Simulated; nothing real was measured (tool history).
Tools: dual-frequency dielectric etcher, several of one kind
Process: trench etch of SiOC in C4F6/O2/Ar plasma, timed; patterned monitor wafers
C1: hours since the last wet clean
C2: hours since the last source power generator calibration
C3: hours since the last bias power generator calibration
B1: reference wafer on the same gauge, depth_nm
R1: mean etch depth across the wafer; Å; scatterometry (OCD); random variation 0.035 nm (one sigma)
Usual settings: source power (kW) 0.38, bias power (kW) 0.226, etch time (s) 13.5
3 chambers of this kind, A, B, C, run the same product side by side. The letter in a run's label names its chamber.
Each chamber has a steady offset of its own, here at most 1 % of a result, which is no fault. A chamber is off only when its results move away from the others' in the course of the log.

-- hour=1.9 chamber A: bias power generator calibrated
-- hour=1.9 chamber C: wet clean of the chamber
run 1A hour=5.1 | source_power_(kW)=0.38 bias_power_(kW)=0.226 etch_time_(s)=13.5 | C1=219.9 C2=899.6 C3=3.2 | B1=30.501 | R1=294.92
run 2B hour=10.8 | source_power_(kW)=0.38 bias_power_(kW)=0.226 etch_time_(s)=13.5 | C1=314.1 C2=1590.3 C3=1325.3 | B1=30.512 | R1=295.5
run 3C hour=19.7 | source_power_(kW)=0.38 bias_power_(kW)=0.226 etch_time_(s)=13.5 | C1=17.8 C2=395.6 C3=2812.2 | B1=30.51 | R1=293.72
run 4B hour=26.3 | source_power_(kW)=0.38 bias_power_(kW)=0.226 etch_time_(s)=13.5 | C1=329.6 C2=1605.8 C3=1340.8 | B1=30.523 | R1=295.03
run 5C hour=31 | source_power_(kW)=0.38 bias_power_(kW)=0.226 etch_time_(s)=13.5 | C1=29.1 C2=406.9 C3=2823.5 | B1=30.519 | R1=294.14
run 6A hour=39.4 | source_power_(kW)=0.38 bias_power_(kW)=0.226 etch_time_(s)=13.5 | C1=254.2 C2=933.9 C3=37.5 | B1=30.52 | R1=295.66
run 7B hour=45.1 | source_power_(kW)=0.38 bias_power_(kW)=0.226 etch_time_(s)=13.5 | C1=348.4 C2=1624.6 C3=1359.6 | B1=30.527 | R1=295.48
run 8C hour=52.1 | source_power_(kW)=0.38 bias_power_(kW)=0.226 etch_time_(s)=13.5 | C1=50.2 C2=428 C3=2844.6 | B1=30.532 | R1=294.78
run 9A hour=61.1 | source_power_(kW)=0.38 bias_power_(kW)=0.226 etch_time_(s)=13.5 | C1=275.9 C2=955.6 C3=59.2 | B1=30.534 | R1=295.06
run 10A hour=67.7 | source_power_(kW)=0.38 bias_power_(kW)=0.226 etch_time_(s)=13.5 | C1=282.5 C2=962.2 C3=65.8 | B1=30.534 | R1=295.43
run 11C hour=75.6 | source_power_(kW)=0.38 bias_power_(kW)=0.226 etch_time_(s)=13.5 | C1=73.7 C2=451.5 C3=2868.1 | B1=30.555 | R1=295.39
run 12B hour=81.5 | source_power_(kW)=0.38 bias_power_(kW)=0.226 etch_time_(s)=10 | C1=384.8 C2=1661 C3=1396 | B1=30.55 | R1=219.29
run 13A hour=86.4 | source_power_(kW)=0.38 bias_power_(kW)=0.226 etch_time_(s)=10 | C1=301.2 C2=980.9 C3=84.5 | B1=30.548 | R1=218.86
run 14B hour=90.8 | source_power_(kW)=0.38 bias_power_(kW)=0.226 etch_time_(s)=10 | C1=394.1 C2=1670.3 C3=1405.3 | B1=30.558 | R1=218.92
run 15C hour=98 | source_power_(kW)=0.38 bias_power_(kW)=0.226 etch_time_(s)=13.5 | C1=96.1 C2=473.9 C3=2890.5 | B1=30.566 | R1=295.55
run 16C hour=105.9 | source_power_(kW)=0.38 bias_power_(kW)=0.226 etch_time_(s)=13.5 | C1=104 C2=481.8 C3=2898.4 | B1=30.559 | R1=294.05
run 17B hour=113.7 | source_power_(kW)=0.38 bias_power_(kW)=0.175 etch_time_(s)=10.5 | C1=417 C2=1693.2 C3=1428.2 | B1=30.567 | R1=211.1
run 18A hour=120 | source_power_(kW)=0.38 bias_power_(kW)=0.175 etch_time_(s)=10.5 | C1=334.8 C2=1014.5 C3=118.1 | B1=30.566 | R1=211.32
run 19A hour=128.2 | source_power_(kW)=0.38 bias_power_(kW)=0.175 etch_time_(s)=10.5 | C1=343 C2=1022.7 C3=126.3 | B1=30.569 | R1=211.47
run 20B hour=134.3 | source_power_(kW)=0.38 bias_power_(kW)=0.226 etch_time_(s)=13.5 | C1=437.6 C2=1713.8 C3=1448.8 | B1=30.58 | R1=295.95
run 21C hour=140.8 | source_power_(kW)=0.38 bias_power_(kW)=0.226 etch_time_(s)=13.5 | C1=138.9 C2=516.7 C3=2933.3 | B1=30.585 | R1=294.66
run 22B hour=146.2 | source_power_(kW)=0.38 bias_power_(kW)=0.226 etch_time_(s)=13.5 | C1=449.5 C2=1725.7 C3=1460.7 | B1=30.584 | R1=295.92
run 23A hour=152.5 | source_power_(kW)=0.38 bias_power_(kW)=0.226 etch_time_(s)=13.5 | C1=367.3 C2=1047 C3=150.6 | B1=30.597 | R1=296.02
run 24C hour=158.8 | source_power_(kW)=0.38 bias_power_(kW)=0.226 etch_time_(s)=13.5 | C1=156.9 C2=534.7 C3=2951.3 | B1=30.595 | R1=294.8
run 25A hour=166.3 | source_power_(kW)=0.31 bias_power_(kW)=0.226 etch_time_(s)=17 | C1=381.1 C2=1060.8 C3=164.4 | B1=30.609 | R1=344.36
run 26C hour=172.5 | source_power_(kW)=0.31 bias_power_(kW)=0.226 etch_time_(s)=17 | C1=170.6 C2=548.4 C3=2965 | B1=30.602 | R1=343.62
run 27B hour=177.8 | source_power_(kW)=0.31 bias_power_(kW)=0.226 etch_time_(s)=17 | C1=481.1 C2=1757.3 C3=1492.3 | B1=30.608 | R1=345.23
run 28A hour=184.2 | source_power_(kW)=0.38 bias_power_(kW)=0.226 etch_time_(s)=13.5 | C1=399 C2=1078.7 C3=182.3 | B1=30.603 | R1=295.72
run 29B hour=188.5 | source_power_(kW)=0.38 bias_power_(kW)=0.226 etch_time_(s)=13.5 | C1=491.8 C2=1768 C3=1503 | B1=30.621 | R1=296.07
run 30C hour=194.7 | source_power_(kW)=0.38 bias_power_(kW)=0.226 etch_time_(s)=13.5 | C1=192.8 C2=570.6 C3=2987.2 | B1=30.611 | R1=295.06
run 31C hour=200.6 | source_power_(kW)=0.38 bias_power_(kW)=0.226 etch_time_(s)=16.5 | C1=198.7 C2=576.5 C3=2993.1 | B1=30.613 | R1=360.32
run 32B hour=204.7 | source_power_(kW)=0.38 bias_power_(kW)=0.226 etch_time_(s)=16.5 | C1=508 C2=1784.2 C3=1519.2 | B1=30.63 | R1=361.34
run 33A hour=212.9 | source_power_(kW)=0.38 bias_power_(kW)=0.226 etch_time_(s)=16.5 | C1=427.7 C2=1107.4 C3=211 | B1=30.636 | R1=361.91
run 34A hour=221 | source_power_(kW)=0.38 bias_power_(kW)=0.226 etch_time_(s)=13.5 | C1=435.8 C2=1115.5 C3=219.1 | B1=30.628 | R1=295.96
run 35B hour=227 | source_power_(kW)=0.38 bias_power_(kW)=0.226 etch_time_(s)=13.5 | C1=530.3 C2=1806.5 C3=1541.5 | B1=30.642 | R1=296.73
run 36C hour=236.1 | source_power_(kW)=0.38 bias_power_(kW)=0.226 etch_time_(s)=13.5 | C1=234.2 C2=612 C3=3028.6 | B1=30.636 | R1=295.4
run 37C hour=244.3 | source_power_(kW)=0.38 bias_power_(kW)=0.226 etch_time_(s)=13.5 | C1=242.4 C2=620.2 C3=3036.8 | B1=30.645 | R1=295.3

Next, every chamber runs the same settings. What will each give?
run 38A hour=250.8 | source_power_(kW)=0.33 bias_power_(kW)=0.226 etch_time_(s)=13.5 | R1=?
run 38B hour=250.8 | source_power_(kW)=0.33 bias_power_(kW)=0.226 etch_time_(s)=13.5 | R1=?
run 38C hour=250.8 | source_power_(kW)=0.33 bias_power_(kW)=0.226 etch_time_(s)=13.5 | R1=?

run=38A R1=280.36
run=38B R1=281.1
run=38C R1=278.93
